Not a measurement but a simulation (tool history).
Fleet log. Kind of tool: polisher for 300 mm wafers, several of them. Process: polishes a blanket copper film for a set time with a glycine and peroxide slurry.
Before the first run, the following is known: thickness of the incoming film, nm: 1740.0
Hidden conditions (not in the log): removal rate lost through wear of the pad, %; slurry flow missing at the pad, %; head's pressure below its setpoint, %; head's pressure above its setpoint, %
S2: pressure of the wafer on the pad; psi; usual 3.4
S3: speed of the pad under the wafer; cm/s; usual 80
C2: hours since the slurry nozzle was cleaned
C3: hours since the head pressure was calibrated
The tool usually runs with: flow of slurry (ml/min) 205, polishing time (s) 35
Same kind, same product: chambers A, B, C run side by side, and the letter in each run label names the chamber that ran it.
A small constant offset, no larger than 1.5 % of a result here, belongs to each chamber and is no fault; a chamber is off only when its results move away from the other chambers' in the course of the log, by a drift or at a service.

{"hour": 5.1, "done": "chamber A: slurry nozzle cleaned"}
{"run": "1C", "hour": 6.7, "flow of slurry (ml/min)": 205, "S2": 3.4, "S3": 80, "polishing time (s)": 35, "wafers polished on this pad": 987, "C2": 147.0, "C3": 46.8, "film removed (nm)": 151.98}
{"hour": 7.3, "done": "chamber A: worn pad replaced by a new one"}
{"hour": 16.3, "done": "chamber B: slurry nozzle cleaned"}
{"run": "2A", "hour": 19.4, "flow of slurry (ml/min)": 205, "S2": 3.4, "S3": 80, "polishing time (s)": 35, "wafers polished on this pad": 151, "C2": 14.3, "C3": 169.8, "film removed (nm)": 154.76}
{"run": "3B", "hour": 26.1, "flow of slurry (ml/min)": 205, "S2": 3.4, "S3": 80, "polishing time (s)": 35, "wafers polished on this pad": 592, "C2": 9.9, "C3": 265.1, "film removed (nm)": 156.45}
{"run": "4C", "hour": 38.8, "flow of slurry (ml/min)": 205, "S2": 3.4, "S3": 80, "polishing time (s)": 35, "wafers polished on this pad": 1389, "C2": 179.1, "C3": 78.9, "film removed (nm)": 155.66}
{"run": "5A", "hour": 47.6, "flow of slurry (ml/min)": 205, "S2": 3.4, "S3": 80, "polishing time (s)": 35, "wafers polished on this pad": 504, "C2": 42.5, "C3": 198.0, "film removed (nm)": 156.14}
{"hour": 51.5, "done": "chamber C: worn pad replaced by a new one"}
{"run": "6B", "hour": 57.6, "flow of slurry (ml/min)": 205, "S2": 3.4, "S3": 80, "polishing time (s)": 35, "wafers polished on this pad": 987, "C2": 41.4, "C3": 296.6, "film removed (nm)": 155.03}
{"hour": 59.7, "done": "chamber B: worn pad replaced by a new one"}
{"run": "7A", "hour": 72.1, "flow of slurry (ml/min)": 205, "S2": 3.4, "S3": 80, "polishing time (s)": 35, "wafers polished on this pad": 811, "C2": 67.0, "C3": 222.5, "film removed (nm)": 154.24}
{"run": "8C", "hour": 83.6, "flow of slurry (ml/min)": 205, "S2": 3.4, "S3": 80, "polishing time (s)": 35, "wafers polished on this pad": 402, "C2": 223.9, "C3": 123.7, "film removed (nm)": 153.61}
{"run": "9B", "hour": 98.3, "flow of slurry (ml/min)": 205, "S2": 3.4, "S3": 80, "polishing time (s)": 35, "wafers polished on this pad": 483, "C2": 82.1, "C3": 337.3, "film removed (nm)": 156.12}
{"run": "10A", "hour": 107.2, "flow of slurry (ml/min)": 205, "S2": 3.4, "S3": 80, "polishing time (s)": 35, "wafers polished on this pad": 1251, "C2": 102.1, "C3": 257.6, "film removed (nm)": 156.77}
{"run": "11C", "hour": 121.0, "flow of slurry (ml/min)": 165, "S2": 2.5, "S3": 80, "polishing time (s)": 35, "wafers polished on this pad": 871, "C2": 261.3, "C3": 161.1, "film removed (nm)": 116.39}
{"hour": 126.2, "done": "chamber A: worn pad replaced by a new one"}
{"run": "12B", "hour": 128.5, "flow of slurry (ml/min)": 165, "S2": 2.5, "S3": 80, "polishing time (s)": 35, "wafers polished on this pad": 862, "C2": 112.3, "C3": 367.5, "film removed (nm)": 114.68}
{"hour": 139.3, "done": "chamber B: worn pad replaced by a new one"}
{"run": "13C", "hour": 143.3, "flow of slurry (ml/min)": 165, "S2": 2.5, "S3": 80, "polishing time (s)": 35, "wafers polished on this pad": 1150, "C2": 283.6, "C3": 183.4, "film removed (nm)": 116.01}
{"hour": 153.6, "done": "chamber A: head pressure recalibrated"}
{"run": "14B", "hour": 158.0, "flow of slurry (ml/min)": 275, "S2": 3.4, "S3": 80, "polishing time (s)": 35, "wafers polished on this pad": 235, "C2": 141.8, "C3": 397.0, "film removed (nm)": 157.6}
{"run": "15A", "hour": 166.4, "flow of slurry (ml/min)": 275, "S2": 3.4, "S3": 80, "polishing time (s)": 35, "wafers polished on this pad": 503, "C2": 161.3, "C3": 12.9, "film removed (nm)": 160.84}
{"hour": 175.2, "done": "chamber C: worn pad replaced by a new one"}
{"run": "16A", "hour": 176.7, "flow of slurry (ml/min)": 275, "S2": 3.4, "S3": 80, "polishing time (s)": 35, "wafers polished on this pad": 632, "C2": 171.6, "C3": 23.2, "film removed (nm)": 160.95}
{"run": "17C", "hour": 187.1, "flow of slurry (ml/min)": 205, "S2": 3.4, "S3": 80, "polishing time (s)": 35, "wafers polished on this pad": 149, "C2": 327.4, "C3": 227.2, "film removed (nm)": 153.46}
{"run": "18B", "hour": 198.4, "flow of slurry (ml/min)": 205, "S2": 3.4, "S3": 80, "polishing time (s)": 35, "wafers polished on this pad": 741, "C2": 182.2, "C3": 437.4, "film removed (nm)": 154.56}
{"hour": 202.3, "done": "chamber B: worn pad replaced by a new one"}
{"run": "19C", "hour": 212.8, "flow of slurry (ml/min)": 205, "S2": 3.4, "S3": 80, "polishing time (s)": 35, "wafers polished on this pad": 471, "C2": 353.1, "C3": 252.9, "film removed (nm)": 153.13}
{"run": "20A", "hour": 224.6, "flow of slurry (ml/min)": 270, "S2": 4.2, "S3": 80, "polishing time (s)": 35, "wafers polished on this pad": 1232, "C2": 219.5, "C3": 71.1, "film removed (nm)": 193.19}
{"hour": 232.6, "done": "chamber A: worn pad replaced by a new one"}
{"run": "21B", "hour": 236.0, "flow of slurry (ml/min)": 270, "S2": 4.2, "S3": 80, "polishing time (s)": 35, "wafers polished on this pad": 422, "C2": 219.8, "C3": 475.0, "film removed (nm)": 191.63}
{"run": "22B", "hour": 247.0, "flow of slurry (ml/min)": 270, "S2": 4.2, "S3": 80, "polishing time (s)": 35, "wafers polished on this pad": 560, "C2": 230.8, "C3": 486.0, "film removed (nm)": 190.78}
{"hour": 255.6, "done": "chamber C: head pressure recalibrated"}
{"run": "23C", "hour": 256.6, "flow of slurry (ml/min)": 205, "S2": 3.4, "S3": 80, "polishing time (s)": 35, "wafers polished on this pad": 1020, "C2": 396.9, "C3": 1.1, "film removed (nm)": 152.97}
{"run": "24A", "hour": 263.3, "flow of slurry (ml/min)": 205, "S2": 3.4, "S3": 80, "polishing time (s)": 35, "wafers polished on this pad": 385, "C2": 258.2, "C3": 109.8, "film removed (nm)": 156.61}
{"hour": 273.2, "done": "chamber C: worn pad replaced by a new one"}
{"run": "25A", "hour": 273.4, "flow of slurry (ml/min)": 205, "S2": 3.4, "S3": 80, "polishing time (s)": 35, "wafers polished on this pad": 511, "C2": 268.3, "C3": 119.9, "film removed (nm)": 155.95}
{"hour": 280.4, "done": "chamber B: worn pad replaced by a new one"}
{"run": "26B", "hour": 284.4, "flow of slurry (ml/min)": 205, "S2": 3.4, "S3": 80, "polishing time (s)": 35, "wafers polished on this pad": 50, "C2": 268.2, "C3": 523.4, "film removed (nm)": 151.75}
{"run": "27C", "hour": 292.9, "flow of slurry (ml/min)": 205, "S2": 3.4, "S3": 80, "polishing time (s)": 35, "wafers polished on this pad": 246, "C2": 433.2, "C3": 37.4, "film removed (nm)": 152.66}
{"run": "28B", "hour": 300.5, "flow of slurry (ml/min)": 205, "S2": 3.4, "S3": 80, "polishing time (s)": 35, "wafers polished on this pad": 252, "C2": 284.3, "C3": 539.5, "film removed (nm)": 155.47}
{"run": "29A", "hour": 307.7, "flow of slurry (ml/min)": 205, "S2": 3.4, "S3": 80, "polishing time (s)": 35, "wafers polished on this pad": 941, "C2": 302.6, "C3": 154.2, "film removed (nm)": 156.26}
{"run": "30C", "hour": 316.7, "flow of slurry (ml/min)": 205, "S2": 3.4, "S3": 80, "polishing time (s)": 35, "wafers polished on this pad": 544, "C2": 457.0, "C3": 61.2, "film removed (nm)": 153.38}
{"run": "31C", "hour": 326.0, "flow of slurry (ml/min)": 205, "S2": 3.4, "S3": 80, "polishing time (s)": 35, "wafers polished on this pad": 661, "C2": 466.3, "C3": 70.5, "film removed (nm)": 156.41}
{"run": "32B", "hour": 340.6, "flow of slurry (ml/min)": 205, "S2": 3.4, "S3": 80, "polishing time (s)": 35, "wafers polished on this pad": 754, "C2": 324.4, "C3": 579.6, "film removed (nm)": 154.06}
{"hour": 347.1, "done": "chamber A: worn pad replaced by a new one"}
{"run": "33A", "hour": 348.7, "flow of slurry (ml/min)": 205, "S2": 3.4, "S3": 80, "polishing time (s)": 35, "wafers polished on this pad": 20, "C2": 343.6, "C3": 195.2, "film removed (nm)": 155.42}

Read the log: is a single chamber off, either drifting away or since a service, is the gauge that measures every chamber drifting, or is nothing wrong beyond small per-chamber offsets? Name any odd chamber and what most likely caused it.

The fleet is healthy, with each chamber sitting at its usual small offset and no drift in the gauge.
